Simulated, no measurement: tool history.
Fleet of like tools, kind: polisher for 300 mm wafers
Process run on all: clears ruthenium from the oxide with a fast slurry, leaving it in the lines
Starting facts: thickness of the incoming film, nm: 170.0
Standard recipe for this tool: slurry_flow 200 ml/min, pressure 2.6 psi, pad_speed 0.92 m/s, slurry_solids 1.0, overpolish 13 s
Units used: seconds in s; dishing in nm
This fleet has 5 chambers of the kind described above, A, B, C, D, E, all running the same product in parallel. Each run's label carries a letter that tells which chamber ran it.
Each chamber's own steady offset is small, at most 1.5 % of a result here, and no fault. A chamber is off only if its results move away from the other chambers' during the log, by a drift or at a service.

run	hour	slurry_flow	pressure	pad_speed	slurry_solids	overpolish	wafers polished on this pad	hours since the slurry nozzle was cleaned	hours since the head pressure was calibrated	hours since the slurry blender was calibrated	seconds	dishing
# hour 1.9: chamber A: worn pad replaced by a new one
# hour 8.9: chamber D: worn pad replaced by a new one
1B	11.2	200	2.6	0.92	1.0	13	152	123.4	291.6	130.0	53.548	29.517
2C	17.1	200	2.6	0.92	1.0	13	484	611.6	103.8	89.9	53.900	27.997
3D	24.1	200	2.6	0.92	1.0	13	166	91.0	1163.0	36.5	51.973	28.899
4E	36.8	200	2.6	0.92	1.0	13	913	98.9	254.3	41.5	53.746	28.808
# hour 46.1: chamber A: head pressure recalibrated
5A	49.1	200	2.6	0.92	1.0	13	515	152.8	3.1	145.1	52.736	28.076
6C	61.0	200	2.6	0.92	1.0	13	963	655.5	147.7	133.8	52.931	28.389
# hour 61.8: chamber B: worn pad replaced by a new one
7E	69.3	200	2.6	0.92	1.0	13	1268	131.4	286.8	74.0	53.262	28.834
# hour 73.6: chamber A: slurry blender recalibrated
# hour 75.3: chamber E: worn pad replaced by a new one
8A	78.5	200	2.6	0.92	1.0	13	835	182.2	32.5	4.9	53.211	28.178
# hour 78.8: chamber D: worn pad replaced by a new one
# hour 82.7: chamber D: head pressure recalibrated
9B	89.1	200	2.6	0.92	1.0	13	298	201.3	369.5	207.9	53.632	28.591
# hour 96.9: chamber C: worn pad replaced by a new one
10D	101.7	200	2.6	0.92	1.0	13	250	168.6	19.1	114.1	52.826	28.669
11B	114.6	245	2.6	1.06	1.0	13	576	226.8	395.0	233.4	44.855	32.271
# hour 115.1: chamber B: head pressure recalibrated
12C	120.9	245	2.6	1.06	1.0	13	261	715.4	207.6	193.7	44.858	31.886
# hour 121.1: chamber A: worn pad replaced by a new one
# hour 122.1: chamber B: worn pad replaced by a new one
# hour 127.1: chamber A: slurry nozzle cleaned
13E	134.5	245	2.6	1.06	1.0	13	645	196.6	352.0	139.2	45.087	32.555
# hour 140.4: chamber D: worn pad replaced by a new one
14D	145.7	245	2.6	1.06	1.0	13	58	212.6	63.1	158.1	45.137	31.796
# hour 148.8: chamber C: slurry nozzle cleaned
15A	155.9	245	2.6	1.06	1.0	13	379	28.9	109.9	82.3	45.995	31.500
16E	162.3	200	2.6	0.92	1.0	13	948	224.4	379.8	167.0	54.058	28.569
17A	169.5	200	2.6	0.92	1.0	13	527	42.5	123.5	95.9	54.026	28.560
# hour 170.2: chamber E: slurry nozzle cleaned
# hour 172.2: chamber B: slurry blender recalibrated
18C	179.2	200	2.6	0.92	1.0	13	897	30.4	265.9	252.0	53.741	28.021
19D	185.3	200	2.6	0.92	1.0	13	490	252.2	102.7	197.7	53.354	29.203
# hour 187.3: chamber B: worn pad replaced by a new one
20B	195.8	200	2.6	0.92	1.0	13	92	308.0	80.8	23.7	48.537	30.323
# hour 205.2: chamber D: worn pad replaced by a new one
21E	205.8	200	2.6	0.92	1.0	13	1422	35.7	423.3	210.5	53.422	28.689
# hour 210.0: chamber E: worn pad replaced by a new one
22C	212.8	200	2.6	0.92	1.0	13	1263	64.0	299.5	285.6	53.285	28.365
# hour 218.9: chamber C: worn pad replaced by a new one
23B	224.8	200	2.6	0.92	1.0	13	409	337.0	109.8	52.7	49.585	29.736
24D	236.9	200	2.6	0.92	1.0	13	346	303.8	154.3	249.3	52.499	27.991
# hour 241.1: chamber A: slurry blender recalibrated
# hour 242.9: chamber A: worn pad replaced by a new one
25A	248.9	200	2.6	0.92	1.0	13	65	121.9	202.9	7.9	53.432	28.519
# hour 257.3: chamber D: slurry blender recalibrated
26A	257.7	200	2.6	0.92	1.2	13	161	130.7	211.7	16.7	49.756	29.800
# hour 260.8: chamber B: worn pad replaced by a new one
27D	266.6	200	2.6	0.92	1.2	13	670	333.5	184.0	9.4	48.399	29.974
# hour 275.4: chamber D: worn pad replaced by a new one
28B	279.6	200	2.6	0.92	1.2	13	206	391.8	164.6	107.5	45.666	31.762
29C	291.4	200	2.6	0.92	1.2	13	790	142.6	378.1	364.2	49.192	30.315
# hour 295.6: chamber E: slurry blender recalibrated
30E	299.8	200	2.6	0.92	1.2	13	979	129.7	517.3	4.3	48.653	29.624
31A	310.0	200	2.6	0.92	1.0	13	731	183.0	264.0	69.0	54.359	28.199
32E	316.6	200	3.5	0.68	1.0	13	1162	146.5	534.1	21.1	53.100	28.295
# hour 324.0: chamber B: worn pad replaced by a new one
33C	325.8	200	3.5	0.68	1.0	13	1165	177.0	412.5	398.6	53.931	28.304
34D	333.1	200	3.5	0.68	1.0	13	629	400.0	250.5	75.9	53.075	28.609
35B	341.0	200	3.5	0.68	1.0	13	186	453.2	226.0	168.9	49.587	30.216
36A	348.4	200	3.5	0.68	1.0	13	1150	221.4	302.4	107.4	54.401	28.839

Has any chamber moved away from the others, gradually or after a service, or does the common gauge drift, or do the chambers differ only by their own small steady offsets? State the chamber and the most likely cause if one applies.

A service left chamber B off against the others.
What lies behind it: head's pressure above its setpoint, % = 7.97.

Below are 4 candidate recipes for chamber B's next run, each the usual settings with a change, their results shown as question marks. Which of them brings B's results back in line with what the other chambers give on the usual settings?
Counts as in line when no further than this from what the other chambers average on the usual settings: seconds 1.900 s; dishing 1.500 nm
37B-1	358.1	200	2.5	0.88	1.0	13					?	?
37B-2	358.1	200	2.7	0.96	1.0	13					?	?
37B-3	358.1	200	2.6	0.90	1.0	13					?	?
37B-4	358.1	200	2.6	0.94	1.0	13					?	?

The other chambers' mean on the usual settings: seconds 53.409 s; dishing 28.362 nm
run	seconds	dishing
37B-1	53.589	28.170
37B-2	45.440	31.664
37B-3	50.368	29.459
37B-4	48.204	30.390
37B-1 is the one that brings the chamber's results back in line with the other chambers.
